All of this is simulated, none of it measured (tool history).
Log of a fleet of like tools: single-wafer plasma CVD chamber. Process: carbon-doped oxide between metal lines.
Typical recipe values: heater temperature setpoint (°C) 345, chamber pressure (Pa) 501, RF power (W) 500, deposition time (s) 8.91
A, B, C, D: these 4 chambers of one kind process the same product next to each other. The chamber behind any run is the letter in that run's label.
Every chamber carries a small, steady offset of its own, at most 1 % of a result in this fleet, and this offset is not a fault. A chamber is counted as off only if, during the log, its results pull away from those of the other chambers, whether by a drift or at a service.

run   hour  heater temperature setpoint (°C)  chamber pressure (Pa)  RF power (W)  deposition time (s)  read-back reference wafer on the same gauge, thickness_nm  mean film thickness on the monitor wafer (angstrom)
 1B    5.0                               345                    501           500                 8.91                                                     49.818                                               451.53
 2C    8.4                               345                    501           500                 8.91                                                     49.821                                               458.20
       9.5  -- chamber C: capacitance manometer re-zeroed and calibrated
 3A   13.3                               345                    501           500                 8.91                                                     49.780                                               458.05
 4D   18.0                               345                    501           500                 8.91                                                     49.805                                               456.08
 5A   21.3                               345                    501           500                 8.91                                                     49.820                                               455.11
 6B   27.1                               345                    501           500                 8.91                                                     49.786                                               452.77
 7D   31.2                               345                    501           500                 8.91                                                     49.768                                               454.48
 8C   35.8                               345                    501           500                 8.91                                                     49.783                                               455.33
 9D   41.4                               345                    501           500                 8.91                                                     49.792                                               452.62
10A   46.5                               345                    501           500                 8.91                                                     49.792                                               456.71
11B   50.6                               345                    501           500                 8.91                                                     49.843                                               454.65
      51.8  -- chamber A: RF generator calibrated
12C   56.4                               345                    501           500                 8.91                                                     49.781                                               457.27
13A   59.8                               345                    501           500                 8.91                                                     49.791                                               455.49
14B   64.4                               356                    431           500                 8.91                                                     49.814                                               427.83
15C   68.8                               356                    431           500                 8.91                                                     49.865                                               434.25
16D   74.3                               356                    431           500                 8.91                                                     49.804                                               427.72
17C   79.6                               356                    431           500                 8.91                                                     49.842                                               434.07
18D   82.6                               345                    501           500                 8.91                                                     49.866                                               449.11
19A   86.1                               345                    501           500                 8.91                                                     49.884                                               455.59
20B   88.8                               345                    501           500                 8.91                                                     49.852                                               450.25
21B   92.6                               345                    501           500                 8.91                                                     49.854                                               453.80
22A   98.8                               345                    501           580                 8.91                                                     49.841                                               498.67
23C  103.5                               345                    501           580                 8.91                                                     49.800                                               500.91
24D  106.9                               345                    501           580                 8.91                                                     49.797                                               488.84
25A  112.3                               345                    501           580                 8.91                                                     49.817                                               499.14
26D  116.2                               345                    501           500                 8.91                                                     49.736                                               441.26
27C  120.7                               345                    501           500                 8.91                                                     49.808                                               457.27
28B  125.3                               345                    501           500                 8.91                                                     49.796                                               449.43
29C  128.2                               345                    501           500                 8.91                                                     49.809                                               458.46
30D  130.9                               345                    501           500                 8.91                                                     49.755                                               440.72
31B  135.6                               345                    501           500                 8.91                                                     49.791                                               452.08
32A  141.5                               345                    501           500                 8.91                                                     49.761                                               454.34
33B  144.4                               345                    501           500                 8.91                                                     49.819                                               451.43
34A  147.5                               345                    501           500                 8.91                                                     49.857                                               457.24

One chamber off, gauge drift, or nothing amiss beyond the chambers' own small offsets? If it is a chamber, which one, and what is the likeliest cause?

Little by little, chamber D moves away from the other chambers.
What lies behind it: delivered RF power below the setpoint (%) = 5.57.

Here are 4 candidates for chamber D's next run, each the usual settings with a change, their results left as question marks. Which one brings its results back in line with what the others give on the usual settings?
In line here means within this much of the mean the other chambers give on the usual settings: mean film thickness on the monitor wafer (angstrom) 6.30
35D-1  152.0                               345                    501           500                 9.03                                                                                                               ?
35D-2  152.0                               344                    505           500                 9.24                                                                                                               ?
35D-3  152.0                               345                    444           500                 8.91                                                                                                               ?
35D-4  152.0                               345                    493           475                 8.91                                                                                                               ?

Mean of the other chambers on the usual settings: mean film thickness on the monitor wafer (angstrom) 454.04
  run  mean film thickness on the monitor wafer (angstrom)
35D-1                                               442.14
35D-2                                               454.04
35D-3                                               430.47
35D-4                                               420.47
35D-2 is the one that brings the chamber's results back in line with the other chambers.
